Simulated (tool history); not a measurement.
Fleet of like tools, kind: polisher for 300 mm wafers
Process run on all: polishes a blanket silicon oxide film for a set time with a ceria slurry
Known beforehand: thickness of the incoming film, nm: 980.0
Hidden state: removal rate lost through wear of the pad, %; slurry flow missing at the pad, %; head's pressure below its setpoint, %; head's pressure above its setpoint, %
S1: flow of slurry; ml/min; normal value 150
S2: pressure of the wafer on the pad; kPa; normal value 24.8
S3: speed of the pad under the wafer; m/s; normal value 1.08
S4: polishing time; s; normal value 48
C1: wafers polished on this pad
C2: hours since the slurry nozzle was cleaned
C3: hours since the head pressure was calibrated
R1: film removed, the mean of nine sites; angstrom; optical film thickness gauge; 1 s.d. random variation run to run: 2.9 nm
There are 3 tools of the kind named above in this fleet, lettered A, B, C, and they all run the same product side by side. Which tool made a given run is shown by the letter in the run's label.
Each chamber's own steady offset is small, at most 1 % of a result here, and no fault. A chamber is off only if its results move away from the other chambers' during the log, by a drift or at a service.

run	hour	S1	S2	S3	S4	C1	C2	C3	R1
1A	12.3	150	24.8	1.08	48	92	740.5	564.9	3013.9
2C	22.3	150	24.8	1.08	48	616	94.1	337	3012.4
3B	33.4	150	24.8	1.08	48	303	86.3	476.9	3035.9
4B	47.2	150	24.8	1.08	48	381	100.1	490.7	3011.7
# hour 51.8: chamber A: slurry nozzle cleaned
5C	55.6	150	24.8	1.08	48	804	127.4	370.3	2998
6A	62.4	150	17.9	1.08	48	375	10.7	615	2185
7A	72.7	150	17.9	1.08	48	433	21	625.3	2172.4
8B	84.2	150	17.9	1.08	48	591	137.1	527.7	2192
9C	97.5	150	24.8	1.08	48	1041	169.3	412.2	3023.9
10B	111	150	24.8	1.08	48	742	163.9	554.5	3002.9
# hour 122: chamber A: worn pad replaced by a new one
11A	125.7	150	24.8	1.08	48	21	74	678.3	2964.5
# hour 140.8: chamber B: worn pad replaced by a new one
12C	140.9	150	24.8	1.08	48	1287	212.7	455.6	2965.2
13B	148.5	150	24.8	1.08	48	43	201.4	592	3080.3
14C	161.7	115	28.3	1.08	48	1404	233.5	476.4	3257.3
15A	172.7	115	28.3	1.08	48	287	121	725.3	3191.8
# hour 178.2: chamber C: head pressure recalibrated
16C	188	115	28.3	1.08	48	1553	259.8	9.8	3196.2
17A	199.5	150	24.8	1.08	48	439	147.8	752.1	2926
# hour 212.1: chamber C: worn pad replaced by a new one
18B	214.2	150	24.8	1.08	48	415	267.1	657.7	3037.7
19B	221.4	150	24.8	1.08	48	456	274.3	664.9	3048.4
# hour 224.9: chamber A: worn pad replaced by a new one
20A	236.1	150	24.8	1.08	48	63	184.4	788.7	2900.1
# hour 236.7: chamber B: head pressure recalibrated
21C	246.9	150	24.8	1.08	48	197	318.7	68.7	3064.1
# hour 260.3: chamber C: slurry nozzle cleaned
22C	260.4	150	24.8	1.28	48	273	0.2	82.2	3547.4
23A	270.3	150	24.8	1.28	48	257	218.6	822.9	3354
# hour 270.8: chamber B: slurry nozzle cleaned
24B	279.1	150	24.8	1.28	48	782	8.3	42.4	3538.1
# hour 286.8: chamber B: worn pad replaced by a new one
25C	290.6	150	24.8	1.08	48	444	30.4	112.4	3037.3
26A	306	150	24.8	1.08	48	459	254.3	858.6	2835.3
27B	316.5	150	24.8	1.08	48	168	45.7	79.8	3001
28B	325.6	150	24.8	1.08	48	220	54.8	88.9	3002.7
29A	340.6	150	32.4	1.08	48	654	288.9	893.2	3678.1
30C	354.1	150	32.4	1.08	48	804	93.9	175.9	3928.3
# hour 356: chamber A: worn pad replaced by a new one
31A	367.4	150	32.4	1.08	48	64	315.7	920	3648.2
32C	380.5	150	24.8	1.08	48	953	120.3	202.3	3008
33B	392	150	24.8	1.08	48	595	121.2	155.3	2960.9
34C	400.4	150	24.8	1.08	48	1066	140.2	222.2	2981.3
35B	411.9	150	24.8	1.08	48	708	141.1	175.2	3037.7

Each of the 3 chambers runs these same settings next. Fill in every chamber's results:
36A	423.1	150	24.8	1.08	48				?
36B	423.1	150	24.8	1.08	48				?
36C	423.1	150	24.8	1.08	48				?

run	R1
36A	2766.7
36B	2962.6
36C	3018

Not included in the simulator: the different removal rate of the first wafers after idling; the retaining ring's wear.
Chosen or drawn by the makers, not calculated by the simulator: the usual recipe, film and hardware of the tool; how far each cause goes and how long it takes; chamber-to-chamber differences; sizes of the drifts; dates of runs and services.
